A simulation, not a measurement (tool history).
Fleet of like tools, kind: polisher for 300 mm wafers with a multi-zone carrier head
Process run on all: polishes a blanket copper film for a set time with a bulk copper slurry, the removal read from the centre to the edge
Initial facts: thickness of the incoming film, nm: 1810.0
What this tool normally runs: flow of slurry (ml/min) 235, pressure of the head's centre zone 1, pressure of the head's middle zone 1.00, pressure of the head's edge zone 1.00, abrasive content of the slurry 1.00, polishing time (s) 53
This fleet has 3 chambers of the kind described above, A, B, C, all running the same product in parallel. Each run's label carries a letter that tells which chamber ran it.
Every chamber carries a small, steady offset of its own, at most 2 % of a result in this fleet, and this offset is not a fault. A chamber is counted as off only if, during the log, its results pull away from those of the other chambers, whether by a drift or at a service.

run	hour	flow of slurry (ml/min)	pressure of the head's centre zone	pressure of the head's middle zone	pressure of the head's edge zone	abrasive content of the slurry	polishing time (s)	film removed at the wafer's centre (nm)	film removed at mid-radius (nm)	film removed at the wafer's edge (nm)
# hour 3.1: chamber B: worn pad replaced by a new one
1B	8.9	235	1	1.00	1.00	1.00	53	496.12	486.89	483.06
2A	13.9	235	1	1.00	1.00	1.00	53	480.17	487.16	488.38
# hour 18.2: chamber A: worn pad replaced by a new one
3C	18.3	235	1	1.00	1.00	1.00	53	499.56	492.81	492.35
4A	26.3	235	1	1.00	1.00	1.00	53	483.23	485.83	482.87
5B	34.1	235	1	1.00	1.00	0.80	53	462.34	466.26	470.87
6C	42.7	235	1	1.00	1.00	0.80	53	470.41	467.61	473.50
7B	47.6	235	1	1.00	1.00	0.80	53	466.90	457.56	465.16
8A	56.0	235	1	1.00	1.00	1.00	53	486.29	479.45	483.10
9C	62.6	235	1	1.00	1.00	1.00	60	554.89	552.53	557.93
# hour 64.4: chamber C: worn pad replaced by a new one
10C	68.5	235	1	1.00	1.00	1.00	60	553.81	557.56	557.78
11A	76.3	235	1	1.00	1.00	1.00	60	542.62	549.82	540.78
# hour 77.7: chamber A: slurry nozzle cleaned
12B	85.0	235	1	1.00	1.00	1.00	53	492.82	486.17	488.93
# hour 86.1: chamber A: worn pad replaced by a new one
13B	94.0	235	1	1.00	1.00	1.00	53	483.22	486.73	483.46
14C	101.0	235	1	1.00	1.00	1.00	53	485.29	485.67	479.25
# hour 106.6: chamber B: worn pad replaced by a new one
15A	108.5	235	1	1.00	1.00	1.00	53	478.80	488.18	494.84
16C	117.0	235	1	1.00	1.00	1.00	53	490.18	489.92	491.70
17A	122.3	235	1	1.00	1.00	1.00	53	483.39	491.20	483.53
# hour 122.6: chamber C: worn pad replaced by a new one
18B	129.3	235	1	1.00	1.00	1.00	68	629.60	632.56	632.18
19C	136.7	235	1	1.00	1.00	1.00	68	629.36	634.68	635.80
20B	142.3	235	1	1.00	1.00	1.00	68	628.20	615.19	626.24
21A	146.9	235	1	1.08	1.00	1.00	53	486.82	517.22	478.21
# hour 149.5: chamber B: centre zone pressure recalibrated
22B	154.7	235	1	1.08	1.00	1.00	53	540.71	525.36	493.51
# hour 155.4: chamber A: worn pad replaced by a new one
23C	163.1	235	1	1.08	1.00	1.00	53	492.03	523.94	487.94
24A	169.6	295	1	0.92	1.00	1.00	53	495.50	465.58	497.04
25B	175.2	295	1	0.92	1.00	1.00	53	553.19	459.92	494.26
26A	182.7	295	1	0.92	1.00	1.00	53	507.18	461.67	491.64
# hour 184.3: chamber C: worn pad replaced by a new one
27C	189.9	235	1	1.00	1.00	1.00	53	495.96	486.13	491.74
# hour 194.2: chamber C: slurry nozzle cleaned
28C	195.2	235	1	1.00	1.00	1.00	53	494.29	481.50	489.29
29B	204.2	235	1	1.00	1.00	1.00	53	545.71	489.47	496.32
# hour 209.6: chamber B: worn pad replaced by a new one
30A	212.8	235	1	1.00	1.07	0.75	53	451.56	455.12	464.73
# hour 216.4: chamber A: worn pad replaced by a new one
31B	217.2	235	1	1.00	1.07	0.75	53	506.73	458.49	483.69
32C	225.4	235	1	1.00	1.07	0.75	53	467.30	464.37	484.15
33A	232.6	235	1	1.00	1.00	1.00	53	485.97	480.69	483.39
# hour 235.7: chamber C: worn pad replaced by a new one
34C	239.8	235	1	1.00	1.00	1.00	53	490.01	486.84	487.88
35B	244.9	235	1	1.00	1.00	1.00	53	534.38	487.41	473.33
36A	251.2	235	1	1.00	1.00	1.00	53	483.55	484.63	481.70
37B	258.2	235	1	1.00	1.00	1.00	53	541.11	488.26	487.41
# hour 264.0: chamber B: slurry nozzle cleaned
38C	267.0	235	1	1.00	1.00	0.85	53	470.79	472.48	479.59
39A	271.5	235	1	1.00	1.00	0.85	53	464.07	466.31	449.24
40A	279.9	235	1	1.00	1.00	0.85	53	462.40	469.16	462.74
41B	287.2	280	1	1.00	1.00	1.00	53	549.71	498.06	496.32

Is one chamber out of step, is the gauge drifting, or do the chambers differ by no more than their own small offsets? For an off chamber, give its letter and the likeliest cause.

A service on chamber B put it out of line with the rest.
Likeliest cause: centre zone's pressure above its setpoint, % = 9.38.

Below are 4 candidate recipes for chamber B's next run, each the usual settings with a change, their results shown as question marks. Which of them brings B's results back in line with what the other chambers give on the usual settings?
In line here means within this much of the mean the other chambers give on the usual settings: film removed at the wafer's centre (nm) 13.00; film removed at mid-radius (nm) 12.00; film removed at the wafer's edge (nm) 20.00
42B-1	293.8	230	0.92	1.02	1.02	1.00	52	?	?	?
42B-2	293.8	230	0.96	1.01	1.01	1.00	53	?	?	?
42B-3	293.8	240	1.08	0.98	0.98	1.00	54	?	?	?
42B-4	293.8	240	1.04	0.99	0.99	1.00	53	?	?	?

The mean the other chambers reach with the usual settings: film removed at the wafer's centre (nm) 487.55; film removed at mid-radius (nm) 487.49; film removed at the wafer's edge (nm) 485.18
run	film removed at the wafer's centre (nm)	film removed at mid-radius (nm)	film removed at the wafer's edge (nm)
42B-1	483.25	483.48	479.95
42B-2	515.56	488.24	486.70
42B-3	599.09	486.12	490.19
42B-4	564.85	481.67	483.61
Change 42B-1 lands the chamber within the allowed miss of the other chambers.

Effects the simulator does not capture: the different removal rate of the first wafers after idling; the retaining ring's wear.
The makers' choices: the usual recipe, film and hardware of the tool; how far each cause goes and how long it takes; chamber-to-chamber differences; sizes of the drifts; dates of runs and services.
